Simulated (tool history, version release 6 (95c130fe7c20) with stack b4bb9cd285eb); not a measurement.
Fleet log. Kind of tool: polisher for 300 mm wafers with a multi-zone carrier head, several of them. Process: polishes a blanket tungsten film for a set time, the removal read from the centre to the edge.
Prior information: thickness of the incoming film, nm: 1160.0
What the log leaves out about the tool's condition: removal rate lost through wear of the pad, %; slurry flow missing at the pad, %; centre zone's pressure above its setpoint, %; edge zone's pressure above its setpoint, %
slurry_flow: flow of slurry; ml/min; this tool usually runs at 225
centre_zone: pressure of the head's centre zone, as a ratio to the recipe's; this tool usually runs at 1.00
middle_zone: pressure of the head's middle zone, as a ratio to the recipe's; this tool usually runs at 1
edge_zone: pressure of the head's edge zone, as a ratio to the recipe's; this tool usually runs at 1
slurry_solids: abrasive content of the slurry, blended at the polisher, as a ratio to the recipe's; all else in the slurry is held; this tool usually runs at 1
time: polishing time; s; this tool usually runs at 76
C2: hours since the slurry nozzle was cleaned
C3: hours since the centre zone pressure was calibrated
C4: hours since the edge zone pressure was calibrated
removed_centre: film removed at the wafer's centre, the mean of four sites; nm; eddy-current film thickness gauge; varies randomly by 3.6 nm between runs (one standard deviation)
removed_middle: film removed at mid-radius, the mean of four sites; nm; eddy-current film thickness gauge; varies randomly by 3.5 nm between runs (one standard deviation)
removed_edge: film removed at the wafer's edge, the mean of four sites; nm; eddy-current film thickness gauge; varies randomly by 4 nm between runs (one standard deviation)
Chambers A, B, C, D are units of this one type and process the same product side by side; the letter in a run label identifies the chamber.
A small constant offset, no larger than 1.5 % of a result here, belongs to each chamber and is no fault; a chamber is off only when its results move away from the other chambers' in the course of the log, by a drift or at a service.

{"day": 0.192, "done": "chamber A: worn pad replaced by a new one"}
{"day": 0.45, "done": "chamber C: worn pad replaced by a new one"}
{"run": "1D", "day": 0.483, "slurry_flow": 225, "centre_zone": 1.0, "middle_zone": 1, "edge_zone": 1, "slurry_solids": 1, "time": 76, "wafers polished on this pad": 115, "C2": 350.5, "C3": 117.8, "C4": 1036.9, "removed_centre": 373.54, "removed_middle": 369.51, "removed_edge": 376.81}
{"day": 0.942, "done": "chamber C: centre zone pressure recalibrated"}
{"run": "2B", "day": 1.067, "slurry_flow": 225, "centre_zone": 1.0, "middle_zone": 1, "edge_zone": 1, "slurry_solids": 1, "time": 76, "wafers polished on this pad": 424, "C2": 54.3, "C3": 361.5, "C4": 575.0, "removed_centre": 371.8, "removed_middle": 378.09, "removed_edge": 369.02}
{"run": "3C", "day": 1.621, "slurry_flow": 225, "centre_zone": 1.0, "middle_zone": 1, "edge_zone": 1, "slurry_solids": 1, "time": 76, "wafers polished on this pad": 226, "C2": 403.4, "C3": 16.3, "C4": 487.9, "removed_centre": 381.32, "removed_middle": 373.98, "removed_edge": 374.22}
{"run": "4A", "day": 2.1, "slurry_flow": 225, "centre_zone": 1.0, "middle_zone": 1, "edge_zone": 1, "slurry_solids": 1, "time": 76, "wafers polished on this pad": 367, "C2": 165.5, "C3": 259.9, "C4": 333.8, "removed_centre": 379.1, "removed_middle": 374.44, "removed_edge": 370.74}
{"run": "5D", "day": 2.442, "slurry_flow": 225, "centre_zone": 1.0, "middle_zone": 1, "edge_zone": 1, "slurry_solids": 1, "time": 76, "wafers polished on this pad": 492, "C2": 397.5, "C3": 164.8, "C4": 1083.9, "removed_centre": 378.16, "removed_middle": 373.38, "removed_edge": 376.54}
{"run": "6B", "day": 3.021, "slurry_flow": 225, "centre_zone": 0.89, "middle_zone": 1, "edge_zone": 1, "slurry_solids": 1, "time": 76, "wafers polished on this pad": 800, "C2": 101.2, "C3": 408.4, "C4": 621.9, "removed_centre": 335.21, "removed_middle": 375.22, "removed_edge": 372.4}
{"run": "7C", "day": 3.471, "slurry_flow": 225, "centre_zone": 0.89, "middle_zone": 1, "edge_zone": 1, "slurry_solids": 1, "time": 76, "wafers polished on this pad": 582, "C2": 447.8, "C3": 60.7, "C4": 532.3, "removed_centre": 327.19, "removed_middle": 382.24, "removed_edge": 364.87}
{"day": 3.483, "done": "chamber C: worn pad replaced by a new one"}
{"day": 3.55, "done": "chamber D: slurry nozzle cleaned"}
{"day": 3.612, "done": "chamber D: worn pad replaced by a new one"}
{"run": "8A", "day": 3.833, "slurry_flow": 225, "centre_zone": 0.89, "middle_zone": 1, "edge_zone": 1, "slurry_solids": 1, "time": 76, "wafers polished on this pad": 701, "C2": 207.1, "C3": 301.5, "C4": 375.4, "removed_centre": 327.85, "removed_middle": 373.93, "removed_edge": 382.3}
{"day": 4.229, "done": "chamber A: centre zone pressure recalibrated"}
{"run": "9A", "day": 4.375, "slurry_flow": 225, "centre_zone": 0.89, "middle_zone": 1, "edge_zone": 1, "slurry_solids": 1, "time": 76, "wafers polished on this pad": 806, "C2": 220.1, "C3": 3.5, "C4": 388.4, "removed_centre": 330.55, "removed_middle": 371.21, "removed_edge": 378.13}
{"day": 4.838, "done": "chamber A: worn pad replaced by a new one"}
{"run": "10C", "day": 4.883, "slurry_flow": 225, "centre_zone": 0.96, "middle_zone": 1, "edge_zone": 1, "slurry_solids": 1, "time": 87, "wafers polished on this pad": 270, "C2": 481.7, "C3": 94.6, "C4": 566.2, "removed_centre": 403.7, "removed_middle": 422.84, "removed_edge": 433.11}
{"run": "11B", "day": 5.433, "slurry_flow": 225, "centre_zone": 0.96, "middle_zone": 1, "edge_zone": 1, "slurry_solids": 1, "time": 87, "wafers polished on this pad": 1265, "C2": 159.1, "C3": 466.3, "C4": 679.8, "removed_centre": 420.13, "removed_middle": 432.66, "removed_edge": 431.67}
{"run": "12D", "day": 5.75, "slurry_flow": 225, "centre_zone": 0.96, "middle_zone": 1, "edge_zone": 1, "slurry_solids": 1, "time": 87, "wafers polished on this pad": 412, "C2": 52.8, "C3": 244.2, "C4": 1163.3, "removed_centre": 414.5, "removed_middle": 425.59, "removed_edge": 430.23}
{"run": "13B", "day": 6.196, "slurry_flow": 225, "centre_zone": 0.96, "middle_zone": 1, "edge_zone": 1, "slurry_solids": 1, "time": 87, "wafers polished on this pad": 1412, "C2": 177.4, "C3": 484.6, "C4": 698.1, "removed_centre": 417.89, "removed_middle": 438.27, "removed_edge": 429.31}
{"day": 6.558, "done": "chamber B: worn pad replaced by a new one"}
{"day": 6.567, "done": "chamber C: worn pad replaced by a new one"}
{"run": "14C", "day": 6.575, "slurry_flow": 225, "centre_zone": 1.0, "middle_zone": 1, "edge_zone": 1, "slurry_solids": 1, "time": 76, "wafers polished on this pad": 2, "C2": 522.3, "C3": 135.2, "C4": 606.8, "removed_centre": 376.76, "removed_middle": 375.36, "removed_edge": 369.28}
{"run": "15D", "day": 7.017, "slurry_flow": 225, "centre_zone": 1.0, "middle_zone": 1, "edge_zone": 1, "slurry_solids": 1, "time": 76, "wafers polished on this pad": 656, "C2": 83.2, "C3": 274.6, "C4": 1193.7, "removed_centre": 378.68, "removed_middle": 371.64, "removed_edge": 380.9}
{"day": 7.358, "done": "chamber D: worn pad replaced by a new one"}
{"run": "16A", "day": 7.425, "slurry_flow": 225, "centre_zone": 1.0, "middle_zone": 1, "edge_zone": 1, "slurry_solids": 1, "time": 76, "wafers polished on this pad": 498, "C2": 293.3, "C3": 76.7, "C4": 461.6, "removed_centre": 378.49, "removed_middle": 373.04, "removed_edge": 374.17}
{"run": "17D", "day": 7.775, "slurry_flow": 225, "centre_zone": 1.0, "middle_zone": 1, "edge_zone": 1, "slurry_solids": 1, "time": 76, "wafers polished on this pad": 80, "C2": 101.4, "C3": 292.8, "C4": 1211.9, "removed_centre": 381.34, "removed_middle": 367.4, "removed_edge": 370.68}
{"run": "18A", "day": 8.188, "slurry_flow": 225, "centre_zone": 1.0, "middle_zone": 1, "edge_zone": 1, "slurry_solids": 1, "time": 76, "wafers polished on this pad": 645, "C2": 311.6, "C3": 95.0, "C4": 479.9, "removed_centre": 383.26, "removed_middle": 367.01, "removed_edge": 372.53}
{"run": "19B", "day": 8.475, "slurry_flow": 225, "centre_zone": 1.0, "middle_zone": 1, "edge_zone": 1, "slurry_solids": 1, "time": 76, "wafers polished on this pad": 369, "C2": 232.1, "C3": 539.3, "C4": 752.8, "removed_centre": 402.01, "removed_middle": 376.56, "removed_edge": 373.82}
{"day": 8.504, "done": "chamber D: centre zone pressure recalibrated"}
{"day": 8.562, "done": "chamber A: worn pad replaced by a new one"}
{"day": 8.871, "done": "chamber B: slurry nozzle cleaned"}
{"run": "20C", "day": 9.033, "slurry_flow": 225, "centre_zone": 1.08, "middle_zone": 1, "edge_zone": 1, "slurry_solids": 1, "time": 56, "wafers polished on this pad": 475, "C2": 581.3, "C3": 194.2, "C4": 665.8, "removed_centre": 298.95, "removed_middle": 274.69, "removed_edge": 274.83}
{"day": 9.117, "done": "chamber C: worn pad replaced by a new one"}
{"run": "21D", "day": 9.317, "slurry_flow": 225, "centre_zone": 1.08, "middle_zone": 1, "edge_zone": 1, "slurry_solids": 1, "time": 56, "wafers polished on this pad": 377, "C2": 138.4, "C3": 19.6, "C4": 1248.9, "removed_centre": 302.51, "removed_middle": 272.04, "removed_edge": 272.06}
{"run": "22A", "day": 9.9, "slurry_flow": 225, "centre_zone": 1.08, "middle_zone": 1, "edge_zone": 1, "slurry_solids": 1, "time": 56, "wafers polished on this pad": 258, "C2": 352.7, "C3": 136.1, "C4": 521.0, "removed_centre": 300.33, "removed_middle": 276.33, "removed_edge": 279.5}
{"run": "23B", "day": 10.275, "slurry_flow": 225, "centre_zone": 1.08, "middle_zone": 1, "edge_zone": 1, "slurry_solids": 1, "time": 56, "wafers polished on this pad": 716, "C2": 33.8, "C3": 582.5, "C4": 796.0, "removed_centre": 331.69, "removed_middle": 276.85, "removed_edge": 279.08}
{"run": "24C", "day": 10.8, "slurry_flow": 225, "centre_zone": 1.0, "middle_zone": 1, "edge_zone": 1, "slurry_solids": 1, "time": 76, "wafers polished on this pad": 324, "C2": 623.7, "C3": 236.6, "C4": 708.2, "removed_centre": 377.86, "removed_middle": 370.22, "removed_edge": 375.19}
{"run": "25A", "day": 11.204, "slurry_flow": 225, "centre_zone": 1.0, "middle_zone": 1, "edge_zone": 1, "slurry_solids": 1, "time": 76, "wafers polished on this pad": 509, "C2": 384.0, "C3": 167.4, "C4": 552.3, "removed_centre": 373.74, "removed_middle": 376.18, "removed_edge": 382.29}

What goes on in this fleet: one chamber off, a drifting gauge, or nothing beyond the chambers' own small offsets? Name the chamber and the cause, if any.

Chamber B drifts away from the others.
Most likely cause: centre zone's pressure above its setpoint, % = 10.3.

Chamber B could run next with any of the 4 candidate recipes listed below; each alters the usual settings, and their results appear as question marks. Which one brings its results back in line with what the other chambers deliver on the usual settings?
In line here means within this much of the mean the other chambers give on the usual settings: removed_centre 13.00 nm; removed_middle 12.00 nm; removed_edge 14.00 nm
{"run": "26B-1", "day": 11.642, "slurry_flow": 215, "centre_zone": 0.87, "middle_zone": 1.02, "edge_zone": 1.05, "slurry_solids": 1, "time": 74, "removed_centre": "?", "removed_middle": "?", "removed_edge": "?"}
{"run": "26B-2", "day": 11.642, "slurry_flow": 220, "centre_zone": 0.92, "middle_zone": 1.01, "edge_zone": 1.03, "slurry_solids": 1, "time": 75, "removed_centre": "?", "removed_middle": "?", "removed_edge": "?"}
{"run": "26B-3", "day": 11.642, "slurry_flow": 235, "centre_zone": 1.14, "middle_zone": 0.97, "edge_zone": 0.95, "slurry_solids": 1, "time": 79, "removed_centre": "?", "removed_middle": "?", "removed_edge": "?"}
{"run": "26B-4", "day": 11.642, "slurry_flow": 230, "centre_zone": 1.08, "middle_zone": 0.99, "edge_zone": 0.97, "slurry_solids": 1, "time": 77, "removed_centre": "?", "removed_middle": "?", "removed_edge": "?"}

The mean the other chambers reach with the usual settings: removed_centre 376.10 nm; removed_middle 374.25 nm; removed_edge 374.32 nm
run=26B-1 removed_centre=349.34 removed_middle=370.54 removed_edge=375.37
run=26B-2 removed_centre=378.10 removed_middle=373.26 removed_edge=377.54
run=26B-3 removed_centre=508.79 removed_middle=381.83 removed_edge=384.10
run=26B-4 removed_centre=466.17 removed_middle=378.19 removed_edge=377.49
Change 26B-2 lands the chamber within the allowed miss of the other chambers.
